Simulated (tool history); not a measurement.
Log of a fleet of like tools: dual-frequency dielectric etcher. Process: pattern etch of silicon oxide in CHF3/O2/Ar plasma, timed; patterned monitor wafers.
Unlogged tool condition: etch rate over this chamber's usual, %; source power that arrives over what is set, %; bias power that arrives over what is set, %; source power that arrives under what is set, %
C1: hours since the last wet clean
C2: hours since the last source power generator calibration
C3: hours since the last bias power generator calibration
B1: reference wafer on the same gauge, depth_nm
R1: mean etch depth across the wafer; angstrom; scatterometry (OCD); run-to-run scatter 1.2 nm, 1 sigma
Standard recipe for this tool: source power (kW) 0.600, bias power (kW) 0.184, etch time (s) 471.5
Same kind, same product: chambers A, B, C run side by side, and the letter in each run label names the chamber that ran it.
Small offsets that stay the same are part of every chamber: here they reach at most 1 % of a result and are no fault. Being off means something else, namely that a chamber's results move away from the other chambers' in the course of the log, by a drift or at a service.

run 1C hour=13.8 | source_power_(kW)=0.600 bias_power_(kW)=0.184 etch_time_(s)=471.5 | C1=445.6 C2=608.6 C3=3452.9 | B1=835.59 | R1=9478.6
run 2A hour=26.2 | source_power_(kW)=0.600 bias_power_(kW)=0.184 etch_time_(s)=471.5 | C1=167.1 C2=1921.4 C3=2122.5 | B1=835.72 | R1=9416.6
-- hour=30.8 chamber C: wet clean of the chamber
run 3B hour=37.1 | source_power_(kW)=0.600 bias_power_(kW)=0.184 etch_time_(s)=471.5 | C1=294.4 C2=1107.0 C3=198.4 | B1=836.11 | R1=9480.5
run 4A hour=44.2 | source_power_(kW)=0.600 bias_power_(kW)=0.184 etch_time_(s)=471.5 | C1=185.1 C2=1939.4 C3=2140.5 | B1=835.78 | R1=9428.7
run 5C hour=52.4 | source_power_(kW)=0.600 bias_power_(kW)=0.184 etch_time_(s)=471.5 | C1=21.7 C2=647.2 C3=3491.5 | B1=836.16 | R1=9480.4
run 6B hour=63.3 | source_power_(kW)=0.600 bias_power_(kW)=0.184 etch_time_(s)=471.5 | C1=320.6 C2=1133.2 C3=224.6 | B1=836.50 | R1=9485.1
run 7A hour=78.4 | source_power_(kW)=0.600 bias_power_(kW)=0.184 etch_time_(s)=471.5 | C1=219.3 C2=1973.6 C3=2174.7 | B1=836.54 | R1=9457.7
run 8C hour=88.0 | source_power_(kW)=0.600 bias_power_(kW)=0.184 etch_time_(s)=471.5 | C1=57.3 C2=682.8 C3=3527.1 | B1=836.65 | R1=9470.6
run 9B hour=95.5 | source_power_(kW)=0.600 bias_power_(kW)=0.184 etch_time_(s)=471.5 | C1=352.8 C2=1165.4 C3=256.8 | B1=836.81 | R1=9494.9
run 10C hour=103.9 | source_power_(kW)=0.600 bias_power_(kW)=0.184 etch_time_(s)=471.5 | C1=73.2 C2=698.7 C3=3543.0 | B1=836.95 | R1=9492.9
run 11A hour=117.0 | source_power_(kW)=0.600 bias_power_(kW)=0.184 etch_time_(s)=471.5 | C1=257.9 C2=2012.2 C3=2213.3 | B1=837.58 | R1=9448.4
run 12B hour=127.3 | source_power_(kW)=0.600 bias_power_(kW)=0.184 etch_time_(s)=471.5 | C1=384.6 C2=1197.2 C3=288.6 | B1=837.56 | R1=9493.9
run 13C hour=134.6 | source_power_(kW)=0.600 bias_power_(kW)=0.184 etch_time_(s)=471.5 | C1=103.9 C2=729.4 C3=3573.7 | B1=837.96 | R1=9495.9
run 14B hour=149.6 | source_power_(kW)=0.600 bias_power_(kW)=0.184 etch_time_(s)=471.5 | C1=406.9 C2=1219.5 C3=310.9 | B1=838.05 | R1=9475.0
run 15A hour=158.4 | source_power_(kW)=0.600 bias_power_(kW)=0.184 etch_time_(s)=471.5 | C1=299.3 C2=2053.6 C3=2254.7 | B1=838.33 | R1=9461.5
run 16B hour=170.5 | source_power_(kW)=0.600 bias_power_(kW)=0.184 etch_time_(s)=471.5 | C1=427.8 C2=1240.4 C3=331.8 | B1=838.36 | R1=9502.9
run 17C hour=186.1 | source_power_(kW)=0.600 bias_power_(kW)=0.184 etch_time_(s)=471.5 | C1=155.4 C2=780.9 C3=3625.2 | B1=838.80 | R1=9494.7
run 18A hour=194.4 | source_power_(kW)=0.600 bias_power_(kW)=0.184 etch_time_(s)=471.5 | C1=335.3 C2=2089.6 C3=2290.7 | B1=838.90 | R1=9476.7
run 19A hour=206.1 | source_power_(kW)=0.600 bias_power_(kW)=0.184 etch_time_(s)=471.5 | C1=347.0 C2=2101.3 C3=2302.4 | B1=839.01 | R1=9468.7
run 20B hour=213.0 | source_power_(kW)=0.600 bias_power_(kW)=0.184 etch_time_(s)=471.5 | C1=470.3 C2=1282.9 C3=374.3 | B1=839.52 | R1=9492.3

Decide between three cases: one chamber stands off from its peers, the gauge reading all wafers drifts, or nothing is wrong past each chamber's small offset. Where a chamber is off, say which and what most likely put it there.

None of the chambers is off. What moves is the gauge, dragging all their readings along together.
Most likely cause: gauge reads high (%) = 0.552.

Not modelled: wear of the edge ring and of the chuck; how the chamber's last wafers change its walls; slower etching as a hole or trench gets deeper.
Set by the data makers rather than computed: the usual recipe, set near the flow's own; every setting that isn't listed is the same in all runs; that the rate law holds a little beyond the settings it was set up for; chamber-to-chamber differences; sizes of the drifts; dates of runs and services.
